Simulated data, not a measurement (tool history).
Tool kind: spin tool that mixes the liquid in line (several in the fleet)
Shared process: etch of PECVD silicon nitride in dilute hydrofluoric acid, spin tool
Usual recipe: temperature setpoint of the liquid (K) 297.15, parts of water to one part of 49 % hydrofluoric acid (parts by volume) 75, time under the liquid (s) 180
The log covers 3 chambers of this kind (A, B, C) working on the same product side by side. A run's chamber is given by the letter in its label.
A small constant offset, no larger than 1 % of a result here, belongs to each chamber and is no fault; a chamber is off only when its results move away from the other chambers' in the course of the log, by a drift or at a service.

run   hour  temperature setpoint of the liquid (K)  parts of water to one part of 49 % hydrofluoric acid (parts by volume)  time under the liquid (s)  hours since the thermometer was replaced  hours since the hydrofluoric acid flow meter was replaced  read-back film thickness of the PECVD silicon nitride reference wafer, read on the same gauge (nm)  thickness taken off the PECVD silicon nitride on a monitor wafer (nm)
 1B    5.9                                  297.15                                                                      75                        180                                     910.8                                                      359.2                                                                                              89.961                                                                 8.3556
 2C   13.2                                  297.15                                                                      75                        180                                     335.7                                                      580.3                                                                                              90.015                                                                 8.3995
 3A   17.7                                  297.15                                                                      75                        180                                     275.1                                                      846.6                                                                                              89.984                                                                 8.5614
 4B   23.3                                  297.15                                                                      75                        180                                     928.2                                                      376.6                                                                                              89.997                                                                 8.3563
 5A   31.0                                  297.15                                                                      75                        180                                     288.4                                                      859.9                                                                                              89.999                                                                 8.4228
 6C   36.7                                  297.15                                                                      75                        180                                     359.2                                                      603.8                                                                                              90.017                                                                 8.5107
 7C   43.3                                  297.15                                                                      75                        180                                     365.8                                                      610.4                                                                                              90.008                                                                 8.4613
      46.5  -- chamber B: thermometer replaced
 8B   50.6                                  297.15                                                                      75                        180                                       4.2                                                      403.9                                                                                              90.006                                                                 8.3671
 9A   56.9                                  297.15                                                                      75                        180                                     314.3                                                      885.8                                                                                              90.036                                                                 8.3860
10A   63.1                                  297.15                                                                      75                        180                                     320.5                                                      892.0                                                                                              89.978                                                                 8.2394
11B   67.7                                  297.15                                                                      75                        180                                      21.3                                                      421.0                                                                                              89.980                                                                 8.4501
12C   73.2                                  297.15                                                                      75                        180                                     395.7                                                      640.3                                                                                              90.018                                                                 8.3897
13B   78.6                                  297.15                                                                      75                        180                                      32.2                                                      431.9                                                                                              90.008                                                                 8.4047
14C   82.4                                  297.15                                                                      75                        180                                     404.9                                                      649.5                                                                                              89.996                                                                 8.5256
15A   89.0                                  297.15                                                                      75                        180                                     346.4                                                      917.9                                                                                              89.988                                                                 8.2844
16C   94.2                                  297.15                                                                      75                        180                                     416.7                                                      661.3                                                                                              90.013                                                                 8.4428
17A  101.5                                  297.15                                                                      75                        180                                     358.9                                                      930.4                                                                                              89.983                                                                 8.0717
18B  105.0                                  297.15                                                                      75                        180                                      58.6                                                      458.3                                                                                              90.006                                                                 8.4118
19A  112.5                                  297.15                                                                      75                        180                                     369.9                                                      941.4                                                                                              90.034                                                                 7.9664
20C  117.5                                  297.15                                                                      75                        180                                     440.0                                                      684.6                                                                                              90.002                                                                 8.4728
21B  122.0                                  297.15                                                                      75                        180                                      75.6                                                      475.3                                                                                              90.022                                                                 8.5116
22B  129.7                                  297.15                                                                      75                        180                                      83.3                                                      483.0                                                                                              89.992                                                                 8.2753
23C  136.9                                  297.15                                                                      75                        180                                     459.4                                                      704.0                                                                                              89.971                                                                 8.3576
24A  142.9                                  297.15                                                                      75                        180                                     400.3                                                      971.8                                                                                              89.997                                                                 7.9359

Next, all 3 chambers run the settings below, one line each with question marks for the results. What does each chamber give?
25A  148.4                                  297.15                                                                      55                        180                                                                                                                                                                                                                                                                               ?
25B  148.4                                  297.15                                                                      55                        180                                                                                                                                                                                                                                                                               ?
25C  148.4                                  297.15                                                                      55                        180                                                                                                                                                                                                                                                                               ?

run  thickness taken off the PECVD silicon nitride on a monitor wafer (nm)
25A                                                                10.7190
25B                                                                11.5380
25C                                                                11.3780
